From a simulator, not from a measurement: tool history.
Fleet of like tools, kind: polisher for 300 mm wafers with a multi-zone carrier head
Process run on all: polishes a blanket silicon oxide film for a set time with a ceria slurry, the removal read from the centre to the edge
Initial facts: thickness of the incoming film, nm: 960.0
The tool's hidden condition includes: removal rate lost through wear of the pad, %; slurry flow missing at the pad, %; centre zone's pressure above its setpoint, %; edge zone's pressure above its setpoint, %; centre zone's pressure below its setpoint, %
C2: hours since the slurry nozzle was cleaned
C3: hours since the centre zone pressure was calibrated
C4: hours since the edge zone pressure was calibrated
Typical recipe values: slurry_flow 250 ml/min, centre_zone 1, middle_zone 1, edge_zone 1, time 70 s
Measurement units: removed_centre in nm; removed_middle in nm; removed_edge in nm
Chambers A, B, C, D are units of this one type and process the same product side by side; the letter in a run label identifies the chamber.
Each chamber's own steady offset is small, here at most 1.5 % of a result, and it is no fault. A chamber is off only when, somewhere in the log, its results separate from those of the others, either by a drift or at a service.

{"run": "1D", "hour": 6.9, "slurry_flow": 250, "centre_zone": 1, "middle_zone": 1, "edge_zone": 1, "time": 70, "wafers polished on this pad": 882, "C2": 238, "C3": 47, "C4": 852.5, "removed_centre": 346.46, "removed_middle": 347.33, "removed_edge": 345.12}
{"run": "2A", "hour": 13.2, "slurry_flow": 250, "centre_zone": 1, "middle_zone": 1, "edge_zone": 1, "time": 70, "wafers polished on this pad": 468, "C2": 399.2, "C3": 271.9, "C4": 655.6, "removed_centre": 343.4, "removed_middle": 349.52, "removed_edge": 347.06}
{"run": "3B", "hour": 19.7, "slurry_flow": 250, "centre_zone": 1, "middle_zone": 1, "edge_zone": 1, "time": 70, "wafers polished on this pad": 797, "C2": 666.4, "C3": 321, "C4": 1153.9, "removed_centre": 352.04, "removed_middle": 352.95, "removed_edge": 350.49}
{"run": "4C", "hour": 23.1, "slurry_flow": 250, "centre_zone": 1, "middle_zone": 1, "edge_zone": 1, "time": 70, "wafers polished on this pad": 824, "C2": 198.8, "C3": 91.6, "C4": 230.7, "removed_centre": 347.79, "removed_middle": 341.41, "removed_edge": 343.93}
{"run": "5A", "hour": 26.9, "slurry_flow": 250, "centre_zone": 1, "middle_zone": 1, "edge_zone": 1, "time": 70, "wafers polished on this pad": 551, "C2": 412.9, "C3": 285.6, "C4": 669.3, "removed_centre": 348.51, "removed_middle": 354.06, "removed_edge": 341.34}
{"run": "6C", "hour": 32.3, "slurry_flow": 250, "centre_zone": 1, "middle_zone": 1.11, "edge_zone": 0.92, "time": 70, "wafers polished on this pad": 880, "C2": 208, "C3": 100.8, "C4": 239.9, "removed_centre": 347.8, "removed_middle": 377.3, "removed_edge": 326.9}
{"hour": 36.6, "done": "chamber D: worn pad replaced by a new one"}
{"run": "7D", "hour": 36.9, "slurry_flow": 250, "centre_zone": 1, "middle_zone": 1.11, "edge_zone": 0.92, "time": 70, "wafers polished on this pad": 2, "C2": 268, "C3": 77, "C4": 882.5, "removed_centre": 347.45, "removed_middle": 393.3, "removed_edge": 339.71}
{"run": "8B", "hour": 43.7, "slurry_flow": 250, "centre_zone": 1, "middle_zone": 1.11, "edge_zone": 0.92, "time": 70, "wafers polished on this pad": 943, "C2": 690.4, "C3": 345, "C4": 1177.9, "removed_centre": 350.05, "removed_middle": 394.14, "removed_edge": 322.69}
{"run": "9B", "hour": 48.3, "slurry_flow": 250, "centre_zone": 1, "middle_zone": 1.11, "edge_zone": 0.92, "time": 70, "wafers polished on this pad": 970, "C2": 695, "C3": 349.6, "C4": 1182.5, "removed_centre": 349.34, "removed_middle": 385.07, "removed_edge": 335.59}
{"run": "10A", "hour": 52.6, "slurry_flow": 205, "centre_zone": 1, "middle_zone": 1.1, "edge_zone": 1, "time": 70, "wafers polished on this pad": 708, "C2": 438.6, "C3": 311.3, "C4": 695, "removed_centre": 338.45, "removed_middle": 369.93, "removed_edge": 346.31}
{"hour": 55.1, "done": "chamber A: edge zone pressure recalibrated"}
{"run": "11D", "hour": 55.9, "slurry_flow": 205, "centre_zone": 1, "middle_zone": 1.1, "edge_zone": 1, "time": 70, "wafers polished on this pad": 117, "C2": 287, "C3": 96, "C4": 901.5, "removed_centre": 342.16, "removed_middle": 370.43, "removed_edge": 341.42}
{"run": "12C", "hour": 61.1, "slurry_flow": 205, "centre_zone": 1, "middle_zone": 1.1, "edge_zone": 1, "time": 70, "wafers polished on this pad": 1055, "C2": 236.8, "C3": 129.6, "C4": 268.7, "removed_centre": 325.54, "removed_middle": 353.94, "removed_edge": 338.56}
{"run": "13D", "hour": 67.4, "slurry_flow": 205, "centre_zone": 1, "middle_zone": 1.1, "edge_zone": 1, "time": 70, "wafers polished on this pad": 187, "C2": 298.5, "C3": 107.5, "C4": 913, "removed_centre": 334.24, "removed_middle": 371.07, "removed_edge": 340.73}
{"run": "14B", "hour": 71.3, "slurry_flow": 250, "centre_zone": 1, "middle_zone": 1, "edge_zone": 1, "time": 70, "wafers polished on this pad": 1110, "C2": 718, "C3": 372.6, "C4": 1205.5, "removed_centre": 353.16, "removed_middle": 353.7, "removed_edge": 346.5}
{"hour": 74.6, "done": "chamber A: worn pad replaced by a new one"}
{"run": "15A", "hour": 76.4, "slurry_flow": 250, "centre_zone": 1, "middle_zone": 1, "edge_zone": 1, "time": 70, "wafers polished on this pad": 11, "C2": 462.4, "C3": 335.1, "C4": 21.3, "removed_centre": 348.39, "removed_middle": 350.88, "removed_edge": 353.62}
{"run": "16C", "hour": 80.2, "slurry_flow": 190, "centre_zone": 1, "middle_zone": 1, "edge_zone": 1, "time": 70, "wafers polished on this pad": 1172, "C2": 255.9, "C3": 148.7, "C4": 287.8, "removed_centre": 320.18, "removed_middle": 320.54, "removed_edge": 326.42}
{"run": "17D", "hour": 85.9, "slurry_flow": 190, "centre_zone": 1, "middle_zone": 1, "edge_zone": 1, "time": 70, "wafers polished on this pad": 300, "C2": 317, "C3": 126, "C4": 931.5, "removed_centre": 332.3, "removed_middle": 338.27, "removed_edge": 339.91}
{"run": "18B", "hour": 89.9, "slurry_flow": 190, "centre_zone": 1, "middle_zone": 1, "edge_zone": 1, "time": 70, "wafers polished on this pad": 1223, "C2": 736.6, "C3": 391.2, "C4": 1224.1, "removed_centre": 339.99, "removed_middle": 342.26, "removed_edge": 344.71}
{"run": "19A", "hour": 96.2, "slurry_flow": 190, "centre_zone": 1, "middle_zone": 1, "edge_zone": 1, "time": 70, "wafers polished on this pad": 131, "C2": 482.2, "C3": 354.9, "C4": 41.1, "removed_centre": 333.07, "removed_middle": 343.87, "removed_edge": 339.92}
{"run": "20C", "hour": 101.4, "slurry_flow": 250, "centre_zone": 1, "middle_zone": 1, "edge_zone": 1, "time": 70, "wafers polished on this pad": 1300, "C2": 277.1, "C3": 169.9, "C4": 309, "removed_centre": 326.49, "removed_middle": 327.3, "removed_edge": 323.93}
{"run": "21C", "hour": 105.9, "slurry_flow": 250, "centre_zone": 1, "middle_zone": 1, "edge_zone": 1, "time": 70, "wafers polished on this pad": 1328, "C2": 281.6, "C3": 174.4, "C4": 313.5, "removed_centre": 330.34, "removed_middle": 319.69, "removed_edge": 330.04}
{"run": "22B", "hour": 110.7, "slurry_flow": 250, "centre_zone": 1, "middle_zone": 1, "edge_zone": 1, "time": 70, "wafers polished on this pad": 1350, "C2": 757.4, "C3": 412, "C4": 1244.9, "removed_centre": 342.63, "removed_middle": 351.8, "removed_edge": 351.61}
{"run": "23A", "hour": 116.9, "slurry_flow": 175, "centre_zone": 1, "middle_zone": 1, "edge_zone": 1, "time": 70, "wafers polished on this pad": 257, "C2": 502.9, "C3": 375.6, "C4": 61.8, "removed_centre": 326.92, "removed_middle": 331.85, "removed_edge": 336.18}
{"run": "24D", "hour": 122.0, "slurry_flow": 175, "centre_zone": 1, "middle_zone": 1, "edge_zone": 1, "time": 70, "wafers polished on this pad": 519, "C2": 353.1, "C3": 162.1, "C4": 967.6, "removed_centre": 328.17, "removed_middle": 331.06, "removed_edge": 340.57}
{"run": "25A", "hour": 125.4, "slurry_flow": 175, "centre_zone": 1, "middle_zone": 1, "edge_zone": 1, "time": 70, "wafers polished on this pad": 309, "C2": 511.4, "C3": 384.1, "C4": 70.3, "removed_centre": 331.36, "removed_middle": 336.07, "removed_edge": 338.43}
{"run": "26D", "hour": 130.5, "slurry_flow": 175, "centre_zone": 1, "middle_zone": 1, "edge_zone": 1, "time": 70, "wafers polished on this pad": 571, "C2": 361.6, "C3": 170.6, "C4": 976.1, "removed_centre": 334.65, "removed_middle": 336.19, "removed_edge": 336.59}
{"run": "27B", "hour": 135.4, "slurry_flow": 250, "centre_zone": 1, "middle_zone": 1, "edge_zone": 1, "time": 70, "wafers polished on this pad": 1500, "C2": 782.1, "C3": 436.7, "C4": 1269.6, "removed_centre": 348.97, "removed_middle": 349.13, "removed_edge": 349.87}
{"run": "28C", "hour": 139.3, "slurry_flow": 250, "centre_zone": 0.94, "middle_zone": 1, "edge_zone": 1, "time": 70, "wafers polished on this pad": 1531, "C2": 315, "C3": 207.8, "C4": 346.9, "removed_centre": 293.82, "removed_middle": 316.53, "removed_edge": 325.98}
{"hour": 143.1, "done": "chamber D: edge zone pressure recalibrated"}
{"run": "29A", "hour": 143.4, "slurry_flow": 250, "centre_zone": 0.94, "middle_zone": 1, "edge_zone": 1, "time": 70, "wafers polished on this pad": 418, "C2": 529.4, "C3": 402.1, "C4": 88.3, "removed_centre": 327.76, "removed_middle": 354.3, "removed_edge": 348.05}
{"hour": 145.9, "done": "chamber B: worn pad replaced by a new one"}
{"run": "30D", "hour": 150.1, "slurry_flow": 250, "centre_zone": 0.94, "middle_zone": 1, "edge_zone": 1, "time": 70, "wafers polished on this pad": 690, "C2": 381.2, "C3": 190.2, "C4": 7, "removed_centre": 323.12, "removed_middle": 349.14, "removed_edge": 343.02}
{"run": "31C", "hour": 153.3, "slurry_flow": 250, "centre_zone": 0.94, "middle_zone": 1, "edge_zone": 1, "time": 70, "wafers polished on this pad": 1616, "C2": 329, "C3": 221.8, "C4": 360.9, "removed_centre": 293.39, "removed_middle": 308.56, "removed_edge": 325.69}
{"run": "32B", "hour": 158.4, "slurry_flow": 250, "centre_zone": 1, "middle_zone": 1, "edge_zone": 1, "time": 70, "wafers polished on this pad": 76, "C2": 805.1, "C3": 459.7, "C4": 1292.6, "removed_centre": 351.64, "removed_middle": 351.57, "removed_edge": 351.03}

Next, every chamber runs the same settings. What will each give?
{"run": "33A", "hour": 163.5, "slurry_flow": 250, "centre_zone": 1, "middle_zone": 1, "edge_zone": 1, "time": 70, "removed_centre": "?", "removed_middle": "?", "removed_edge": "?"}
{"run": "33B", "hour": 163.5, "slurry_flow": 250, "centre_zone": 1, "middle_zone": 1, "edge_zone": 1, "time": 70, "removed_centre": "?", "removed_middle": "?", "removed_edge": "?"}
{"run": "33C", "hour": 163.5, "slurry_flow": 250, "centre_zone": 1, "middle_zone": 1, "edge_zone": 1, "time": 70, "removed_centre": "?", "removed_middle": "?", "removed_edge": "?"}
{"run": "33D", "hour": 163.5, "slurry_flow": 250, "centre_zone": 1, "middle_zone": 1, "edge_zone": 1, "time": 70, "removed_centre": "?", "removed_middle": "?", "removed_edge": "?"}

run=33A removed_centre=342.06 removed_middle=353.16 removed_edge=351.57
run=33B removed_centre=347.17 removed_middle=358.64 removed_edge=344.99
run=33C removed_centre=317.07 removed_middle=309.87 removed_edge=317.18
run=33D removed_centre=342.24 removed_middle=342.94 removed_edge=343.51
